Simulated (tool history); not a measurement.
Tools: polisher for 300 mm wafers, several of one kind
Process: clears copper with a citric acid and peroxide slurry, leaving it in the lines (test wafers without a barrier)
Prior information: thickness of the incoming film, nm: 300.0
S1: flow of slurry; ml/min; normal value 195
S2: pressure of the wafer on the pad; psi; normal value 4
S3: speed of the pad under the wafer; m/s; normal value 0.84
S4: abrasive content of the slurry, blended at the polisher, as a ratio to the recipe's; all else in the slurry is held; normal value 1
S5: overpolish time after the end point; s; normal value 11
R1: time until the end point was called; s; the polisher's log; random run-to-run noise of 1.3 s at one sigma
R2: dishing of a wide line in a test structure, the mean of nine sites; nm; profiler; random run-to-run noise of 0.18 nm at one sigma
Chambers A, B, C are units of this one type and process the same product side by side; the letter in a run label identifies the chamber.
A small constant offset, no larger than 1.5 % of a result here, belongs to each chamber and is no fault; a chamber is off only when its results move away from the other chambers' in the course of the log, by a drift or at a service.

run,hour,S1,S2,S3,S4,S5,R1,R2
# hour 0.6: chamber C: slurry blender recalibrated
# hour 4.8: chamber B: head pressure recalibrated
1A,14.7,195,4,0.84,1,11,138.08,17.740
2B,28.4,195,4,0.84,1,11,136.54,17.881
3C,42.4,195,4,0.84,1,11,140.41,17.818
# hour 45.0: chamber C: worn pad replaced by a new one
4C,49.0,195,4,0.84,1,11,137.38,18.032
# hour 57.5: chamber A: worn pad replaced by a new one
5A,58.7,195,4,0.84,1,11,139.37,17.851
6B,66.3,195,4,0.84,1,11,137.78,17.639
# hour 77.3: chamber B: worn pad replaced by a new one
7B,77.7,195,4,0.84,1,15,137.23,23.726
8C,89.9,195,4,0.84,1,15,138.24,23.681
9A,97.1,195,4,0.84,1,15,136.81,23.649
10B,107.8,155,4,0.84,1,13,139.99,20.476
11A,122.9,155,4,0.84,1,13,138.97,20.080
12C,132.1,155,4,0.84,1,13,147.13,20.139
# hour 141.7: chamber C: slurry nozzle cleaned
# hour 142.1: chamber C: slurry blender recalibrated
13C,144.0,195,4,0.84,1,11,139.83,17.311
# hour 151.0: chamber C: worn pad replaced by a new one
14B,152.9,195,4,0.84,1,11,137.37,17.814
15A,166.6,195,4,0.84,1,11,139.22,17.779
16A,179.3,195,4,0.84,1,11,137.40,17.924
17B,191.7,195,4,0.84,1,11,139.13,17.711
18C,200.1,195,4,0.84,1,11,140.48,17.802
# hour 200.3: chamber B: slurry nozzle cleaned
# hour 202.4: chamber A: slurry blender recalibrated
19B,208.0,195,4,0.84,1,11,137.14,18.039
20C,220.3,195,4,0.84,1,11,138.37,17.813
21A,232.2,195,4,0.84,1,11,137.14,17.835
22A,246.0,195,4,0.84,1,11,135.43,17.602
23B,255.5,195,4,0.84,1,8,134.91,13.421

Predict what each chamber gives when all 3 of them run the settings below next.
24A,266.5,195,4,0.84,1,9,?,?
24B,266.5,195,4,0.84,1,9,?,?
24C,266.5,195,4,0.84,1,9,?,?

run,R1,R2
24A,137.11,14.478
24B,134.91,15.034
24C,139.60,14.555

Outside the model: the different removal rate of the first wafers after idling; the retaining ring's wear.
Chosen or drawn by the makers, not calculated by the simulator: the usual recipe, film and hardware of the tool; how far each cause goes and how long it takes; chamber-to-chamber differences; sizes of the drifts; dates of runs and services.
